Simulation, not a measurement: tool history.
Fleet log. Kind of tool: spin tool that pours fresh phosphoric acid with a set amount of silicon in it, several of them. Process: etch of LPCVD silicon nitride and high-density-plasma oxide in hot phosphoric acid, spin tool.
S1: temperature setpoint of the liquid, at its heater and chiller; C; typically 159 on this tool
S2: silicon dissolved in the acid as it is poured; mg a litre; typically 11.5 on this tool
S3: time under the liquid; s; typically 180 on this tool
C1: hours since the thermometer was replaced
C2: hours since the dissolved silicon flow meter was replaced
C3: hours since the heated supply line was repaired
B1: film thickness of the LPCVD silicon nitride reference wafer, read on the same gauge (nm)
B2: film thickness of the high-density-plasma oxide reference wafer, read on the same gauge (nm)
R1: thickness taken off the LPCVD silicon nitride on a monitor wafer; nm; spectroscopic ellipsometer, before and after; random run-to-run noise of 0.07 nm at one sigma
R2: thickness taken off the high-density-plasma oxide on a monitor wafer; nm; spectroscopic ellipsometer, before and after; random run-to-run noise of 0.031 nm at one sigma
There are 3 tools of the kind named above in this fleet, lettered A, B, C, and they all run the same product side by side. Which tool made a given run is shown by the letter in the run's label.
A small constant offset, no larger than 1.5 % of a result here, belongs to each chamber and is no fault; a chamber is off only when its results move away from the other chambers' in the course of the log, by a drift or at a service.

{"run": "1B", "hour": 7.0, "S1": 159, "S2": 11.5, "S3": 180, "C1": 372, "C2": 211.3, "C3": 3467.3, "B1": 99.996, "B2": 60.023, "R1": 16.167, "R2": 0.35518}
{"run": "2C", "hour": 14.2, "S1": 159, "S2": 11.5, "S3": 180, "C1": 1997.7, "C2": 261.7, "C3": 744.4, "B1": 99.998, "B2": 59.998, "R1": 16.08, "R2": 0.38164}
{"run": "3A", "hour": 21.3, "S1": 159, "S2": 11.5, "S3": 180, "C1": 1804, "C2": 1058.9, "C3": 1475.9, "B1": 99.971, "B2": 60.03, "R1": 16.357, "R2": 0.3928}
{"run": "4C", "hour": 25.8, "S1": 159, "S2": 11.5, "S3": 180, "C1": 2009.3, "C2": 273.3, "C3": 756, "B1": 100, "B2": 59.963, "R1": 16.093, "R2": 0.36014}
{"run": "5A", "hour": 29.7, "S1": 159, "S2": 11.5, "S3": 180, "C1": 1812.4, "C2": 1067.3, "C3": 1484.3, "B1": 99.992, "B2": 59.994, "R1": 16.343, "R2": 0.34624}
{"run": "6B", "hour": 35.7, "S1": 161, "S2": 11.5, "S3": 280, "C1": 400.7, "C2": 240, "C3": 3496, "B1": 99.995, "B2": 60.018, "R1": 27.177, "R2": 0.6338}
{"run": "7B", "hour": 40.1, "S1": 161, "S2": 11.5, "S3": 280, "C1": 405.1, "C2": 244.4, "C3": 3500.4, "B1": 99.979, "B2": 60.035, "R1": 27.055, "R2": 0.6304}
{"run": "8A", "hour": 44.6, "S1": 161, "S2": 11.5, "S3": 280, "C1": 1827.3, "C2": 1082.2, "C3": 1499.2, "B1": 99.993, "B2": 60.043, "R1": 27.11, "R2": 0.68641}
{"run": "9C", "hour": 50.9, "S1": 159, "S2": 11.5, "S3": 180, "C1": 2034.4, "C2": 298.4, "C3": 781.1, "B1": 99.98, "B2": 59.995, "R1": 15.944, "R2": 0.3339}
{"run": "10A", "hour": 57.9, "S1": 159, "S2": 11.5, "S3": 180, "C1": 1840.6, "C2": 1095.5, "C3": 1512.5, "B1": 99.987, "B2": 60.01, "R1": 16.389, "R2": 0.37089}
{"run": "11B", "hour": 62.1, "S1": 159, "S2": 11.5, "S3": 180, "C1": 427.1, "C2": 266.4, "C3": 3522.4, "B1": 99.982, "B2": 60.003, "R1": 16.18, "R2": 0.30985}
{"run": "12C", "hour": 69.2, "S1": 159, "S2": 11.5, "S3": 180, "C1": 2052.7, "C2": 316.7, "C3": 799.4, "B1": 100.01, "B2": 59.989, "R1": 15.7, "R2": 0.34433}
{"run": "13A", "hour": 74.9, "S1": 159, "S2": 11.5, "S3": 180, "C1": 1857.6, "C2": 1112.5, "C3": 1529.5, "B1": 99.967, "B2": 60.048, "R1": 16.327, "R2": 0.31332}
{"run": "14C", "hour": 81.4, "S1": 159, "S2": 11.5, "S3": 180, "C1": 2064.9, "C2": 328.9, "C3": 811.6, "B1": 99.999, "B2": 59.965, "R1": 15.6, "R2": 0.35611}
{"run": "15B", "hour": 86.5, "S1": 159, "S2": 11.5, "S3": 180, "C1": 451.5, "C2": 290.8, "C3": 3546.8, "B1": 100.01, "B2": 60.004, "R1": 16.257, "R2": 0.38594}
{"run": "16C", "hour": 89.8, "S1": 159, "S2": 11.5, "S3": 180, "C1": 2073.3, "C2": 337.3, "C3": 820, "B1": 99.996, "B2": 60.013, "R1": 15.649, "R2": 0.34378}
{"run": "17B", "hour": 95.7, "S1": 159, "S2": 11.5, "S3": 180, "C1": 460.7, "C2": 300, "C3": 3556, "B1": 100, "B2": 59.995, "R1": 16.109, "R2": 0.38382}
{"run": "18A", "hour": 100.5, "S1": 159, "S2": 11.5, "S3": 180, "C1": 1883.2, "C2": 1138.1, "C3": 1555.1, "B1": 99.994, "B2": 59.968, "R1": 16.274, "R2": 0.38881}
{"run": "19C", "hour": 105.2, "S1": 159, "S2": 11.5, "S3": 180, "C1": 2088.7, "C2": 352.7, "C3": 835.4, "B1": 99.988, "B2": 60.024, "R1": 15.481, "R2": 0.35698}
{"run": "20A", "hour": 112.1, "S1": 159, "S2": 11.5, "S3": 180, "C1": 1894.8, "C2": 1149.7, "C3": 1566.7, "B1": 100.01, "B2": 60.005, "R1": 16.302, "R2": 0.37616}
{"run": "21B", "hour": 117.3, "S1": 159, "S2": 11.5, "S3": 180, "C1": 482.3, "C2": 321.6, "C3": 3577.6, "B1": 100.02, "B2": 60.005, "R1": 16.176, "R2": 0.34835}
{"run": "22B", "hour": 124.5, "S1": 159, "S2": 11.5, "S3": 180, "C1": 489.5, "C2": 328.8, "C3": 3584.8, "B1": 100.01, "B2": 60.029, "R1": 16.169, "R2": 0.31749}
{"run": "23C", "hour": 128.4, "S1": 159, "S2": 11.5, "S3": 180, "C1": 2111.9, "C2": 375.9, "C3": 858.6, "B1": 100.02, "B2": 59.988, "R1": 15.49, "R2": 0.30102}
{"run": "24A", "hour": 132.6, "S1": 159, "S2": 11.5, "S3": 180, "C1": 1915.3, "C2": 1170.2, "C3": 1587.2, "B1": 100.01, "B2": 59.972, "R1": 16.341, "R2": 0.3719}
{"run": "25A", "hour": 138.4, "S1": 159, "S2": 11.5, "S3": 180, "C1": 1921.1, "C2": 1176, "C3": 1593, "B1": 99.989, "B2": 60.004, "R1": 16.309, "R2": 0.31567}
{"run": "26B", "hour": 144.5, "S1": 159, "S2": 11.5, "S3": 180, "C1": 509.5, "C2": 348.8, "C3": 3604.8, "B1": 99.986, "B2": 60.02, "R1": 16.19, "R2": 0.35556}
{"run": "27C", "hour": 148.8, "S1": 159, "S2": 11.5, "S3": 180, "C1": 2132.3, "C2": 396.3, "C3": 879, "B1": 99.981, "B2": 59.989, "R1": 15.388, "R2": 0.35527}
{"run": "28B", "hour": 155.4, "S1": 159, "S2": 11.5, "S3": 180, "C1": 520.4, "C2": 359.7, "C3": 3615.7, "B1": 99.994, "B2": 59.982, "R1": 16.199, "R2": 0.41397}
{"run": "29C", "hour": 161.1, "S1": 159, "S2": 11.5, "S3": 180, "C1": 2144.6, "C2": 408.6, "C3": 891.3, "B1": 99.972, "B2": 60.033, "R1": 15.194, "R2": 0.30378}
{"run": "30A", "hour": 164.4, "S1": 159, "S2": 11.5, "S3": 180, "C1": 1947.1, "C2": 1202, "C3": 1619, "B1": 100.03, "B2": 59.969, "R1": 16.372, "R2": 0.37599}
{"run": "31C", "hour": 171.5, "S1": 159, "S2": 11.5, "S3": 180, "C1": 2155, "C2": 419, "C3": 901.7, "B1": 99.999, "B2": 59.985, "R1": 15.18, "R2": 0.30668}
{"run": "32B", "hour": 176.1, "S1": 160, "S2": 11.5, "S3": 180, "C1": 541.1, "C2": 380.4, "C3": 3636.4, "B1": 100, "B2": 59.995, "R1": 16.764, "R2": 0.44237}
{"run": "33A", "hour": 181.9, "S1": 160, "S2": 11.5, "S3": 180, "C1": 1964.6, "C2": 1219.5, "C3": 1636.5, "B1": 100.01, "B2": 59.956, "R1": 16.816, "R2": 0.35201}

One chamber off, gauge drift, or nothing amiss beyond the chambers' own small offsets? If it is a chamber, which one, and what is the likeliest cause?

Chamber C drifts away from the others.
Likeliest cause: temperature lost on the way to the wafer (K) = 1.78.
From this log alone, it may not be told apart from: liquid colder than its thermometer reads (K).

Here are 4 candidates for chamber C's next run, each the usual settings with a change, their results left as question marks. Which one brings its results back in line with what the others give on the usual settings?
Allowed miss from the other chambers' usual-settings mean, per result, to count as in line: R1 0.25 nm; R2 0.11 nm
{"run": "34C-1", "hour": 187.2, "S1": 158.5, "S2": 12.5, "S3": 175, "R1": "?", "R2": "?"}
{"run": "34C-2", "hour": 187.2, "S1": 159.5, "S2": 9.5, "S3": 190, "R1": "?", "R2": "?"}
{"run": "34C-3", "hour": 187.2, "S1": 159.5, "S2": 10.5, "S3": 185, "R1": "?", "R2": "?"}
{"run": "34C-4", "hour": 187.2, "S1": 158.5, "S2": 13.5, "S3": 170, "R1": "?", "R2": "?"}

The other chambers' mean on the usual settings: R1 16.249 nm; R2 0.36072 nm
run=34C-1 R1=14.45 R2=0.28692
run=34C-2 R1=16.237 R2=0.35976
run=34C-3 R1=15.81 R2=0.34259
run=34C-4 R1=14.037 R2=0.27216
The right change is 34C-2: it brings the chamber back within the allowed miss of the others.
